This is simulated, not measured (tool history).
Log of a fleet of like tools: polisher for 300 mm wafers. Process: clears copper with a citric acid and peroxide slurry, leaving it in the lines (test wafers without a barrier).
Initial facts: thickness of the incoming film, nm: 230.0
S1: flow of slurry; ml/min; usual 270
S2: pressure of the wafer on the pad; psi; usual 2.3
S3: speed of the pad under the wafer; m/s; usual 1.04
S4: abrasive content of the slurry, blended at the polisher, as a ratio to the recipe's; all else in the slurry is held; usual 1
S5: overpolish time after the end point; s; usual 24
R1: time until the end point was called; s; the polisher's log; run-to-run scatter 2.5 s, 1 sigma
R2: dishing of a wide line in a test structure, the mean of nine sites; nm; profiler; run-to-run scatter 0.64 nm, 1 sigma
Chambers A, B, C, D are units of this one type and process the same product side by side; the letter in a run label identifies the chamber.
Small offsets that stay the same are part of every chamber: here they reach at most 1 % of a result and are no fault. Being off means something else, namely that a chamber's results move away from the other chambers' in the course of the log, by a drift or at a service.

| run | day | S1 | S2 | S3 | S4 | S5 | R1 | R2 |
|---|---|---|---|---|---|---|---|---|
| 1D | 0.217 | 270 | 2.3 | 1.04 | 1 | 24 | 131.32 | 29.386 |
| 2B | 0.408 | 270 | 2.3 | 1.04 | 1 | 24 | 133.84 | 27.617 |
| 3C | 0.554 | 270 | 2.3 | 1.04 | 1 | 24 | 136.41 | 28.114 |
|  | 0.796 | chamber D: worn pad replaced by a new one |
| 4A | 0.846 | 270 | 2.3 | 1.04 | 1 | 24 | 132.49 | 27.008 |
|  | 1.133 | chamber D: slurry nozzle cleaned |
| 5D | 1.142 | 270 | 2.3 | 1.04 | 1 | 24 | 135.57 | 29.444 |
| 6C | 1.383 | 270 | 2.3 | 1.04 | 1 | 24 | 133.32 | 28.219 |
| 7A | 1.662 | 270 | 2.3 | 1.04 | 1 | 24 | 134.03 | 27.966 |
|  | 1.767 | chamber C: slurry blender recalibrated |
| 8B | 1.95 | 270 | 2.3 | 1.04 | 1 | 24 | 128.33 | 28.353 |
| 9A | 2.171 | 315 | 2.7 | 1.04 | 1 | 24 | 113.76 | 32.016 |
| 10B | 2.392 | 315 | 2.7 | 1.04 | 1 | 24 | 114.33 | 34.037 |
|  | 2.583 | chamber B: worn pad replaced by a new one |
| 11D | 2.65 | 315 | 2.7 | 1.04 | 1 | 24 | 114.41 | 34.789 |
|  | 2.842 | chamber A: worn pad replaced by a new one |
| 12C | 2.929 | 315 | 2.7 | 1.04 | 1 | 24 | 114.24 | 32.435 |
|  | 3.029 | chamber C: worn pad replaced by a new one |
| 13A | 3.212 | 270 | 2.3 | 1.04 | 1 | 24 | 131.04 | 27.471 |
| 14B | 3.354 | 270 | 2.3 | 1.04 | 1 | 24 | 132.32 | 29.038 |
| 15C | 3.604 | 270 | 2.3 | 1.04 | 1 | 24 | 136.61 | 27.89 |
| 16D | 3.746 | 270 | 2.3 | 1.04 | 1 | 24 | 130.55 | 28.349 |
| 17A | 3.904 | 270 | 2.3 | 1.04 | 1 | 24 | 134.93 | 27.809 |
| 18C | 4.175 | 270 | 2.3 | 1.04 | 1 | 24 | 132.37 | 28.972 |
| 19B | 4.442 | 270 | 2.3 | 1.04 | 1 | 24 | 135.15 | 27.774 |
| 20D | 4.688 | 270 | 2.3 | 1.04 | 1 | 24 | 135.65 | 27.87 |
|  | 4.783 | chamber D: slurry blender recalibrated |
|  | 4.879 | chamber D: worn pad replaced by a new one |
| 21B | 4.95 | 270 | 2.3 | 1.04 | 1 | 24 | 136.15 | 27.113 |
| 22C | 5.196 | 270 | 2.3 | 1.04 | 1 | 24 | 133.47 | 27.623 |
| 23D | 5.338 | 270 | 2.3 | 1.04 | 1 | 24 | 133.12 | 28.838 |
| 24A | 5.546 | 270 | 2.3 | 1.04 | 1 | 24 | 131.15 | 28.868 |
| 25B | 5.717 | 270 | 2.3 | 1.04 | 1 | 24 | 132.47 | 27.504 |
| 26A | 5.854 | 270 | 2.3 | 1.04 | 1 | 24 | 134.88 | 30.179 |
| 27C | 6.108 | 270 | 2.3 | 1.04 | 1 | 24 | 139.43 | 27.893 |
| 28D | 6.338 | 270 | 2.3 | 1.04 | 1 | 24 | 138.2 | 28.067 |
|  | 6.396 | chamber C: slurry nozzle cleaned |
|  | 6.429 | chamber A: worn pad replaced by a new one |
|  | 6.442 | chamber B: worn pad replaced by a new one |
| 29A | 6.612 | 270 | 2.3 | 1.04 | 1 | 24 | 134.66 | 27.705 |
| 30C | 6.854 | 270 | 2.3 | 1.04 | 1 | 24 | 133.45 | 27.942 |
| 31B | 7 | 270 | 2.3 | 1.04 | 1 | 24 | 136.27 | 28.027 |
| 32D | 7.3 | 270 | 2.3 | 1.04 | 1 | 24 | 130.97 | 28.527 |

Read the log: is a single chamber off, either drifting away or since a service, is the gauge that measures every chamber drifting, or is nothing wrong beyond small per-chamber offsets? Name any odd chamber and what most likely caused it.

No chamber stands off beyond its own small offset, and the gauge holds steady.
